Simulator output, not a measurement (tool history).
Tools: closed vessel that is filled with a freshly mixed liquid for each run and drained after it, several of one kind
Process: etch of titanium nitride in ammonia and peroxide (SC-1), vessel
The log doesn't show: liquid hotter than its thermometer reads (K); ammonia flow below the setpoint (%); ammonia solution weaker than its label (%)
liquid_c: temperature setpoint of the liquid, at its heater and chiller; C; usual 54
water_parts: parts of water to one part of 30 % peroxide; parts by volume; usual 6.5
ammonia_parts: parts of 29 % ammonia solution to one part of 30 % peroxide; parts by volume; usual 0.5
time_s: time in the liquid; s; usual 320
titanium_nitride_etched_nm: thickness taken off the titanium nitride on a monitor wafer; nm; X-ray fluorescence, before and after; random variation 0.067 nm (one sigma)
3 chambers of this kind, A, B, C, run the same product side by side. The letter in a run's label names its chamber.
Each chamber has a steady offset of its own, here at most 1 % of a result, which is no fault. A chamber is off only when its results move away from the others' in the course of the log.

run	day	liquid_c	water_parts	ammonia_parts	time_s	hours since the thermometer was replaced	hours since the ammonia flow meter was replaced	hours since the drum of ammonia solution was connected	read-back film thickness of the titanium nitride reference wafer, read on the same gauge (nm)	titanium_nitride_etched_nm
1B	0.175	54	6.5	0.5	320	151.1	248	552.1	150.01	17.748
2C	0.425	54	6.5	0.5	320	1123.6	575.6	88.3	150	17.805
3A	0.621	54	6.5	0.5	320	1206.1	565.4	605.7	150.02	17.678
4C	0.825	54	6.5	0.5	320	1133.2	585.2	97.9	150.01	17.809
5B	1.004	54	6.5	0.5	320	171	267.9	572	149.98	17.68
6A	1.338	54	6.5	0.5	320	1223.3	582.6	622.9	149.99	17.786
7A	1.612	54	5	0.4	320	1229.9	589.2	629.5	150	19.417
8B	1.833	54	5	0.4	320	190.9	287.8	591.9	149.98	19.35
9C	2.029	54	5	0.4	320	1162.1	614.1	126.8	150	19.636
10C	2.275	54	6.5	0.5	320	1168	620	132.7	150	17.998
11B	2.438	61.5	8.5	0.5	320	205.4	302.3	606.4	150.01	25.166
12A	2.671	61.5	8.5	0.5	320	1255.3	614.6	654.9	149.97	25.606
13A	2.946	61.5	8.5	0.5	320	1261.9	621.2	661.5	150	25.858
14C	3.283	54	6.5	0.5	320	1192.2	644.2	156.9	149.99	17.97
15B	3.488	54	6.5	0.5	320	230.6	327.5	631.6	150	17.753
16C	3.696	54	6.5	0.5	320	1202.1	654.1	166.8	150	18.048
17A	4.029	54	6.5	0.5	320	1287.9	647.2	687.5	149.98	17.815
18B	4.358	54	6.5	0.5	320	251.5	348.4	652.5	150.04	17.755
19C	4.671	54	6.5	0.5	320	1225.5	677.5	190.2	149.97	18.109
20B	5.004	54	6.5	0.5	320	267	363.9	668	150	17.643
21A	5.162	54	6.5	0.5	320	1315.1	674.4	714.7	149.98	17.716
# day 5.317: chamber A: thermometer replaced
22A	5.358	54	6.5	0.5	320	1.1	679.1	719.4	150	17.71
23C	5.562	54	6.5	0.5	320	1246.9	698.9	211.6	150.01	18.155
24B	5.904	54	6.5	0.5	320	288.6	385.5	689.6	150.02	17.701
25B	6.121	54	6.5	0.5	320	293.8	390.7	694.8	150.02	17.704
26A	6.425	54	6.5	0.5	320	26.7	704.7	745	150.03	17.823
27C	6.667	54	6.5	0.5	320	1273.4	725.4	238.1	150.02	18.091
# day 6.696: chamber B: new drum of ammonia solution connected
28C	6.883	54	5	0.4	320	1278.6	730.6	243.3	150.02	19.867
29A	7.204	54	5	0.4	320	45.4	723.4	763.7	150.02	19.315
30B	7.492	54	5	0.4	320	326.7	423.6	19.1	150	19.342
31C	7.812	54	6.5	0.5	320	1300.9	752.9	265.6	149.98	18.276
32A	7.975	54	6.5	0.7	320	63.9	741.9	782.2	150.05	18.749
33B	8.275	54	6.5	0.7	320	345.5	442.4	37.9	150	18.558
34B	8.492	54	6.5	0.7	320	350.7	447.6	43.1	149.97	18.777

Next, every chamber runs the same settings. What will each give?
35A	8.738	54	6.5	0.5	320					?
35B	8.738	54	6.5	0.5	320					?
35C	8.738	54	6.5	0.5	320					?

run	titanium_nitride_etched_nm
35A	17.767
35B	17.693
35C	18.34

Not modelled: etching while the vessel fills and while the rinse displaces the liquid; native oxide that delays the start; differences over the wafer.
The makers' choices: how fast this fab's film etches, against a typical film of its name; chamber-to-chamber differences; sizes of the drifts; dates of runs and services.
